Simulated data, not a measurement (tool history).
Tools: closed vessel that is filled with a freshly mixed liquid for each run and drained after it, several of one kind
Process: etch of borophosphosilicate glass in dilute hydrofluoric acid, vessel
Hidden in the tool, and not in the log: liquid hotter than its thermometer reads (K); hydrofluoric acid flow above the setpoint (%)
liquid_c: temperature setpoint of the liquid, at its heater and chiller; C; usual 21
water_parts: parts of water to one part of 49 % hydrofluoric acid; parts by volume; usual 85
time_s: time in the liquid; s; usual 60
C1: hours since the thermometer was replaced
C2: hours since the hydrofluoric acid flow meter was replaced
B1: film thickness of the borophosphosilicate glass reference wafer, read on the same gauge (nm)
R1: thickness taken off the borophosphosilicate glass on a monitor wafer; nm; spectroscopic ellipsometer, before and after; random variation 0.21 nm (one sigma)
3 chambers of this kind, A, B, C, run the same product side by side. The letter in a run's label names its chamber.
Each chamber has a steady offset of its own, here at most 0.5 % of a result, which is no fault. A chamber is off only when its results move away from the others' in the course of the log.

{"run": "1C", "hour": 4.8, "liquid_c": 21, "water_parts": 85, "time_s": 60, "C1": 1771.7, "C2": 186.2, "B1": 129.98, "R1": 36.841}
{"run": "2A", "hour": 8.3, "liquid_c": 21, "water_parts": 85, "time_s": 60, "C1": 2314.6, "C2": 578.4, "B1": 130.01, "R1": 37.332}
{"run": "3B", "hour": 14.2, "liquid_c": 21, "water_parts": 85, "time_s": 60, "C1": 504.5, "C2": 17.4, "B1": 129.99, "R1": 37.18}
{"run": "4A", "hour": 19.9, "liquid_c": 21, "water_parts": 85, "time_s": 60, "C1": 2326.2, "C2": 590.0, "B1": 129.98, "R1": 37.525}
{"hour": 21.5, "done": "chamber A: hydrofluoric acid flow meter replaced"}
{"run": "5B", "hour": 22.5, "liquid_c": 21, "water_parts": 85, "time_s": 60, "C1": 512.8, "C2": 25.7, "B1": 129.99, "R1": 37.092}
{"run": "6C", "hour": 27.5, "liquid_c": 21, "water_parts": 85, "time_s": 60, "C1": 1794.4, "C2": 208.9, "B1": 129.99, "R1": 36.953}
{"run": "7C", "hour": 31.6, "liquid_c": 21, "water_parts": 85, "time_s": 60, "C1": 1798.5, "C2": 213.0, "B1": 129.98, "R1": 36.976}
{"run": "8B", "hour": 37.4, "liquid_c": 21, "water_parts": 85, "time_s": 60, "C1": 527.7, "C2": 40.6, "B1": 130.01, "R1": 37.221}
{"run": "9A", "hour": 40.4, "liquid_c": 21, "water_parts": 85, "time_s": 75, "C1": 2346.7, "C2": 19.0, "B1": 130.01, "R1": 46.481}
{"run": "10A", "hour": 43.2, "liquid_c": 21, "water_parts": 85, "time_s": 75, "C1": 2349.5, "C2": 21.8, "B1": 130.01, "R1": 46.651}
{"run": "11C", "hour": 46.3, "liquid_c": 21, "water_parts": 85, "time_s": 75, "C1": 1813.2, "C2": 227.7, "B1": 129.99, "R1": 46.369}
{"run": "12B", "hour": 51.8, "liquid_c": 21, "water_parts": 85, "time_s": 60, "C1": 542.1, "C2": 55.0, "B1": 130.0, "R1": 37.245}
{"run": "13B", "hour": 54.6, "liquid_c": 21, "water_parts": 85, "time_s": 60, "C1": 544.9, "C2": 57.8, "B1": 130.01, "R1": 37.428}
{"run": "14C", "hour": 57.7, "liquid_c": 21, "water_parts": 85, "time_s": 60, "C1": 1824.6, "C2": 239.1, "B1": 130.05, "R1": 37.663}
{"run": "15A", "hour": 63.1, "liquid_c": 21, "water_parts": 85, "time_s": 60, "C1": 2369.4, "C2": 41.7, "B1": 129.98, "R1": 37.017}
{"run": "16C", "hour": 68.1, "liquid_c": 21, "water_parts": 85, "time_s": 60, "C1": 1835.0, "C2": 249.5, "B1": 130.0, "R1": 37.653}
{"run": "17B", "hour": 73.1, "liquid_c": 21, "water_parts": 85, "time_s": 60, "C1": 563.4, "C2": 76.3, "B1": 130.01, "R1": 37.393}
{"run": "18A", "hour": 78.7, "liquid_c": 21, "water_parts": 85, "time_s": 60, "C1": 2385.0, "C2": 57.3, "B1": 130.02, "R1": 37.112}
{"run": "19C", "hour": 84.1, "liquid_c": 21, "water_parts": 85, "time_s": 60, "C1": 1851.0, "C2": 265.5, "B1": 129.98, "R1": 38.58}
{"run": "20A", "hour": 89.2, "liquid_c": 21, "water_parts": 85, "time_s": 60, "C1": 2395.5, "C2": 67.8, "B1": 130.01, "R1": 37.152}
{"run": "21B", "hour": 94.4, "liquid_c": 21, "water_parts": 85, "time_s": 60, "C1": 584.7, "C2": 97.6, "B1": 130.02, "R1": 36.999}
{"run": "22B", "hour": 97.8, "liquid_c": 21, "water_parts": 85, "time_s": 60, "C1": 588.1, "C2": 101.0, "B1": 130.01, "R1": 36.914}
{"run": "23C", "hour": 101.9, "liquid_c": 21, "water_parts": 85, "time_s": 60, "C1": 1868.8, "C2": 283.3, "B1": 129.98, "R1": 39.74}
{"run": "24A", "hour": 104.7, "liquid_c": 21, "water_parts": 85, "time_s": 60, "C1": 2411.0, "C2": 83.3, "B1": 130.06, "R1": 37.169}
{"run": "25C", "hour": 109.4, "liquid_c": 21, "water_parts": 85, "time_s": 60, "C1": 1876.3, "C2": 290.8, "B1": 130.04, "R1": 39.921}
{"run": "26A", "hour": 114.9, "liquid_c": 21, "water_parts": 85, "time_s": 60, "C1": 2421.2, "C2": 93.5, "B1": 129.97, "R1": 36.904}

All 3 chambers run these settings next. Forecast each chamber's results:
{"run": "27A", "hour": 119.1, "liquid_c": 21, "water_parts": 85, "time_s": 60, "R1": "?"}
{"run": "27B", "hour": 119.1, "liquid_c": 21, "water_parts": 85, "time_s": 60, "R1": "?"}
{"run": "27C", "hour": 119.1, "liquid_c": 21, "water_parts": 85, "time_s": 60, "R1": "?"}

run=27A R1=37.458
run=27B R1=37.341
run=27C R1=40.284

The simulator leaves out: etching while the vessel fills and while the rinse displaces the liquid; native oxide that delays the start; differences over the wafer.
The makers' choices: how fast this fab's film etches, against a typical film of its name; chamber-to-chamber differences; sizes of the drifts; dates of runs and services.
